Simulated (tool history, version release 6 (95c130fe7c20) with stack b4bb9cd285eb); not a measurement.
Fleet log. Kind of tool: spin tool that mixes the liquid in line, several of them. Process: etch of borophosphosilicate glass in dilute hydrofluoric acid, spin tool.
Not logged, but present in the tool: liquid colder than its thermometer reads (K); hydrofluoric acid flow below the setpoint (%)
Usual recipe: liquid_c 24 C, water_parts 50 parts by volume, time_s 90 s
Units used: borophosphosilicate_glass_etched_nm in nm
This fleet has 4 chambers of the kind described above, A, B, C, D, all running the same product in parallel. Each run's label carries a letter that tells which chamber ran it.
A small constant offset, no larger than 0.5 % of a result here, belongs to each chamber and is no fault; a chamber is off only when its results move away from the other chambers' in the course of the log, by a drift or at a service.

| run | day | liquid_c | water_parts | time_s | hours since the thermometer was replaced | hours since the hydrofluoric acid flow meter was replaced | read-back film thickness of the borophosphosilicate glass reference wafer, read on the same gauge (nm) | borophosphosilicate_glass_etched_nm |
|---|---|---|---|---|---|---|---|---|
| 1B | 0.229 | 24 | 50 | 90 | 1104 | 48.7 | 30.03 | 60.219 |
| 2A | 0.425 | 24 | 50 | 90 | 579 | 283.8 | 29.988 | 60.654 |
| 3C | 0.817 | 24 | 50 | 90 | 461 | 690.4 | 29.992 | 61.092 |
| 4D | 1.088 | 24 | 50 | 90 | 479.1 | 523.9 | 30.018 | 60.88 |
| 5D | 1.371 | 24 | 50 | 90 | 485.9 | 530.7 | 29.986 | 61.172 |
|  | 1.467 | chamber C: hydrofluoric acid flow meter replaced |
| 6C | 1.612 | 24 | 50 | 90 | 480.1 | 3.5 | 29.975 | 60.126 |
| 7A | 1.967 | 24 | 50 | 120 | 616 | 320.8 | 29.988 | 80.636 |
| 8B | 2.175 | 24 | 50 | 120 | 1150.7 | 95.4 | 29.991 | 80.444 |
| 9C | 2.517 | 24 | 50 | 120 | 501.8 | 25.2 | 30.012 | 80.912 |
| 10D | 2.85 | 24 | 50 | 120 | 521.4 | 566.2 | 29.995 | 80.284 |
| 11A | 3.138 | 24 | 50 | 90 | 644.1 | 348.9 | 30.01 | 62.185 |
|  | 3.171 | chamber B: thermometer replaced |
| 12B | 3.471 | 24 | 50 | 90 | 7.2 | 126.5 | 29.995 | 61.05 |
| 13B | 3.733 | 24 | 50 | 90 | 13.5 | 132.8 | 29.999 | 61.245 |
| 14D | 3.938 | 24 | 50 | 90 | 547.5 | 592.3 | 30.04 | 59.62 |
| 15A | 4.338 | 24 | 50 | 90 | 672.9 | 377.7 | 30.002 | 61.545 |
| 16C | 4.633 | 24 | 50 | 90 | 552.6 | 76 | 30.009 | 60.836 |
| 17D | 5.071 | 24 | 50 | 90 | 574.7 | 619.5 | 30.009 | 57.018 |
| 18C | 5.417 | 24 | 50 | 90 | 571.4 | 94.8 | 30.021 | 60.948 |
| 19B | 5.846 | 24 | 50 | 90 | 64.2 | 183.5 | 30.009 | 60.312 |
| 20A | 6.225 | 24 | 50 | 90 | 718.2 | 423 | 30.017 | 61.301 |
| 21A | 6.65 | 24 | 50 | 90 | 728.4 | 433.2 | 29.974 | 61.405 |
| 22B | 6.908 | 24 | 65 | 90 | 89.7 | 209 | 29.996 | 44.867 |
| 23D | 7.204 | 24 | 65 | 90 | 625.9 | 670.7 | 29.984 | 41.84 |
| 24C | 7.429 | 24 | 65 | 90 | 619.7 | 143.1 | 30.011 | 45.586 |
| 25D | 7.625 | 24 | 65 | 90 | 636 | 680.8 | 30.018 | 41.21 |
| 26B | 7.904 | 24 | 50 | 90 | 113.6 | 232.9 | 30.022 | 60.384 |
| 27C | 8.242 | 24 | 50 | 90 | 639.2 | 162.6 | 30 | 60.923 |
| 28A | 8.617 | 24 | 50 | 90 | 775.6 | 480.4 | 30.017 | 60.738 |

Is one chamber off against the others, does the gauge drift, or is nothing wrong? If a chamber is off, say which, and what the likeliest cause is.

One chamber, D, drifts off from the rest bit by bit.
Likeliest cause: hydrofluoric acid flow below the setpoint (%) = 11.2.
The log may not separate it from: liquid colder than its thermometer reads (K).

Which of the 4 candidates below, each the usual settings with something changed and its results left as question marks, puts chamber D back in line with what the other chambers give on the usual settings?
In line here means within this much of the mean the other chambers give on the usual settings: borophosphosilicate_glass_etched_nm 2.1 nm
| 29D-1 | 8.929 | 24 | 50 | 95 |  |  |  | ? |
| 29D-2 | 8.929 | 24 | 50 | 85 |  |  |  | ? |
| 29D-3 | 8.929 | 27.5 | 50 | 90 |  |  |  | ? |
| 29D-4 | 8.929 | 24 | 50 | 80 |  |  |  | ? |

The mean the other chambers reach with the usual settings: borophosphosilicate_glass_etched_nm 60.745 nm
| run | borophosphosilicate_glass_etched_nm |
|---|---|
| 29D-1 | 56.082 |
| 29D-2 | 50.179 |
| 29D-3 | 61.079 |
| 29D-4 | 47.227 |
It is 29D-3 that realigns the chamber with its peers.

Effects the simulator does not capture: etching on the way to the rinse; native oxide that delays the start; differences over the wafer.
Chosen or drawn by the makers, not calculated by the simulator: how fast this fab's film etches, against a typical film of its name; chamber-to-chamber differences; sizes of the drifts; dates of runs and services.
